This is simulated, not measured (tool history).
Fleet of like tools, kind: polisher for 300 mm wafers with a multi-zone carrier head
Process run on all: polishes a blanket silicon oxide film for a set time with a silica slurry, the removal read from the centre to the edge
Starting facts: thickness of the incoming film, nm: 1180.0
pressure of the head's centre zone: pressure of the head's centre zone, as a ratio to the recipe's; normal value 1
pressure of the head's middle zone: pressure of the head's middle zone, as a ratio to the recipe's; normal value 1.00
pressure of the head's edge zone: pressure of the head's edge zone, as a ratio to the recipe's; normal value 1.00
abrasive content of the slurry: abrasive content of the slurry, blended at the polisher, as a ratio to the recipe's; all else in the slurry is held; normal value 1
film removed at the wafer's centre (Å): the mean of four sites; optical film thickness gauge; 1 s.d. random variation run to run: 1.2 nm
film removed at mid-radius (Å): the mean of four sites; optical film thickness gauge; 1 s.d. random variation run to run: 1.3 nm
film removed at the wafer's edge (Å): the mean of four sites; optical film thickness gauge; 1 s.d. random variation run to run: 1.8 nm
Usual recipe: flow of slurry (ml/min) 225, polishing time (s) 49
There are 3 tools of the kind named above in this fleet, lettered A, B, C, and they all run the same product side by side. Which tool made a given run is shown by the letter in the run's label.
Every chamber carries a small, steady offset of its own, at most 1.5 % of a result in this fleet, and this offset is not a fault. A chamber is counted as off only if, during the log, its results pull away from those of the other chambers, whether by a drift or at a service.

| run | hour | flow of slurry (ml/min) | pressure of the head's centre zone | pressure of the head's middle zone | pressure of the head's edge zone | abrasive content of the slurry | polishing time (s) | wafers polished on this pad | hours since the slurry nozzle was cleaned | hours since the centre zone pressure was calibrated | hours since the edge zone pressure was calibrated | film removed at the wafer's centre (Å) | film removed at mid-radius (Å) | film removed at the wafer's edge (Å) |
|---|---|---|---|---|---|---|---|---|---|---|---|---|---|---|
| 1C | 4.7 | 225 | 1 | 1.00 | 1.00 | 1 | 49 | 143 | 388.9 | 652.3 | 854.4 | 1901.1 | 1875.2 | 1910.0 |
| 2A | 9.9 | 225 | 1 | 1.00 | 1.00 | 1 | 49 | 122 | 86.4 | 266.0 | 549.6 | 1931.6 | 1905.1 | 1896.4 |
| 3B | 13.4 | 225 | 1 | 1.00 | 1.00 | 1 | 49 | 119 | 111.0 | 160.6 | 301.1 | 1968.6 | 1915.0 | 1886.6 |
| 4C | 19.4 | 225 | 1 | 1.00 | 1.00 | 1 | 49 | 241 | 403.6 | 667.0 | 869.1 | 1913.2 | 1883.0 | 1865.2 |
| 5A | 25.0 | 225 | 1 | 1.00 | 1.00 | 1 | 49 | 223 | 101.5 | 281.1 | 564.7 | 1933.7 | 1893.9 | 1892.5 |
| 6B | 32.3 | 225 | 1 | 1.00 | 1.00 | 1 | 49 | 245 | 129.9 | 179.5 | 320.0 | 1940.5 | 1899.7 | 1884.8 |
|  | 35.4 | chamber C: edge zone pressure recalibrated |
| 7C | 36.5 | 225 | 1 | 1.00 | 1.00 | 1 | 49 | 355 | 420.7 | 684.1 | 1.2 | 1908.8 | 1874.3 | 1902.5 |
| 8A | 41.0 | 225 | 1 | 1.00 | 1.00 | 1 | 49 | 329 | 117.5 | 297.1 | 580.7 | 1928.0 | 1871.6 | 1872.7 |
| 9B | 45.8 | 225 | 1 | 1.00 | 1.00 | 1 | 49 | 335 | 143.4 | 193.0 | 333.5 | 1951.7 | 1927.0 | 1916.4 |
| 10C | 49.1 | 225 | 1 | 1.00 | 1.00 | 1 | 49 | 438 | 433.3 | 696.7 | 13.8 | 1913.1 | 1903.9 | 1903.3 |
| 11A | 55.0 | 225 | 1 | 1.00 | 1.05 | 1 | 61 | 422 | 131.5 | 311.1 | 594.7 | 2420.6 | 2351.1 | 2443.4 |
| 12B | 58.5 | 225 | 1 | 1.00 | 1.05 | 1 | 61 | 419 | 156.1 | 205.7 | 346.2 | 2416.6 | 2397.5 | 2429.4 |
| 13B | 65.6 | 225 | 1 | 1.00 | 1.05 | 1 | 61 | 466 | 163.2 | 212.8 | 353.3 | 2411.2 | 2389.8 | 2435.9 |
| 14C | 69.8 | 225 | 1 | 0.94 | 1.00 | 1 | 49 | 576 | 454.0 | 717.4 | 34.5 | 1895.4 | 1775.7 | 1901.2 |
| 15A | 73.1 | 225 | 1 | 0.94 | 1.00 | 1 | 49 | 543 | 149.6 | 329.2 | 612.8 | 1961.9 | 1803.5 | 1877.1 |
| 16B | 78.9 | 225 | 1 | 0.94 | 1.00 | 1 | 49 | 555 | 176.5 | 226.1 | 366.6 | 1947.6 | 1819.4 | 1920.8 |
|  | 81.6 | chamber C: worn pad replaced by a new one |
|  | 82.0 | chamber A: worn pad replaced by a new one |
| 17A | 82.7 | 225 | 1 | 1.00 | 1.00 | 1 | 49 | 4 | 159.2 | 338.8 | 622.4 | 1995.0 | 1900.2 | 1899.5 |
| 18C | 87.1 | 225 | 1 | 1.00 | 1.00 | 1 | 49 | 36 | 471.3 | 734.7 | 51.8 | 1903.8 | 1885.9 | 1885.0 |
|  | 92.2 | chamber C: slurry nozzle cleaned |
| 19C | 92.3 | 225 | 1 | 1.00 | 1.00 | 1 | 49 | 71 | 0.1 | 739.9 | 57.0 | 1911.1 | 1918.9 | 1917.2 |
| 20A | 96.7 | 225 | 1 | 1.00 | 1.00 | 1 | 49 | 97 | 173.2 | 352.8 | 636.4 | 1995.9 | 1882.0 | 1891.0 |
| 21B | 102.5 | 225 | 1 | 1.00 | 1.00 | 1 | 49 | 712 | 200.1 | 249.7 | 390.2 | 1929.8 | 1911.8 | 1923.9 |
| 22A | 109.3 | 225 | 1 | 1.00 | 1.00 | 1 | 49 | 181 | 185.8 | 365.4 | 649.0 | 2006.2 | 1899.9 | 1885.6 |
| 23C | 112.5 | 225 | 1 | 1.00 | 1.00 | 1 | 49 | 205 | 20.3 | 760.1 | 77.2 | 1932.0 | 1881.3 | 1903.6 |
| 24B | 115.8 | 225 | 1 | 1.00 | 1.00 | 1 | 49 | 801 | 213.4 | 263.0 | 403.5 | 1923.6 | 1900.3 | 1904.7 |
| 25C | 120.6 | 225 | 1 | 1.00 | 1.00 | 1 | 49 | 259 | 28.4 | 768.2 | 85.3 | 1893.0 | 1877.2 | 1881.3 |
| 26B | 127.0 | 225 | 1 | 1.00 | 1.00 | 1 | 49 | 875 | 224.6 | 274.2 | 414.7 | 1949.2 | 1909.8 | 1916.9 |

Which is it: a chamber that has drifted or been left off by a service, a gauge drift common to all chambers, or only each chamber's usual small offset? If a chamber is off, name it and its likeliest cause.

It is chamber A that slowly wanders off from its peers.
Most likely cause: centre zone's pressure above its setpoint, % = 6.21.

Chamber A could run next with any of the 4 candidate recipes listed below; each alters the usual settings, and their results appear as question marks. Which one brings its results back in line with what the other chambers deliver on the usual settings?
In line means no further than this from the other chambers' mean on the usual settings: film removed at the wafer's centre (Å) 42.0; film removed at mid-radius (Å) 44.0; film removed at the wafer's edge (Å) 64.0
| 27A-1 | 132.1 | 235 | 1.12 | 0.98 | 0.96 | 1 | 49 |  |  |  |  | ? | ? | ? |
| 27A-2 | 132.1 | 230 | 1.06 | 0.99 | 0.98 | 1 | 49 |  |  |  |  | ? | ? | ? |
| 27A-3 | 132.1 | 215 | 0.89 | 1.02 | 1.04 | 1 | 49 |  |  |  |  | ? | ? | ? |
| 27A-4 | 132.1 | 220 | 0.94 | 1.01 | 1.02 | 1 | 49 |  |  |  |  | ? | ? | ? |

Mean of the other chambers on the usual settings: film removed at the wafer's centre (Å) 1924.8; film removed at mid-radius (Å) 1901.7; film removed at the wafer's edge (Å) 1911.1
| run | film removed at the wafer's centre (Å) | film removed at mid-radius (Å) | film removed at the wafer's edge (Å) |
|---|---|---|---|
| 27A-1 | 2367.3 | 1861.5 | 1867.3 |
| 27A-2 | 2222.2 | 1874.7 | 1883.2 |
| 27A-3 | 1813.0 | 1912.3 | 1929.6 |
| 27A-4 | 1933.5 | 1900.2 | 1914.4 |
With 27A-4, the chamber falls back in line with the rest.
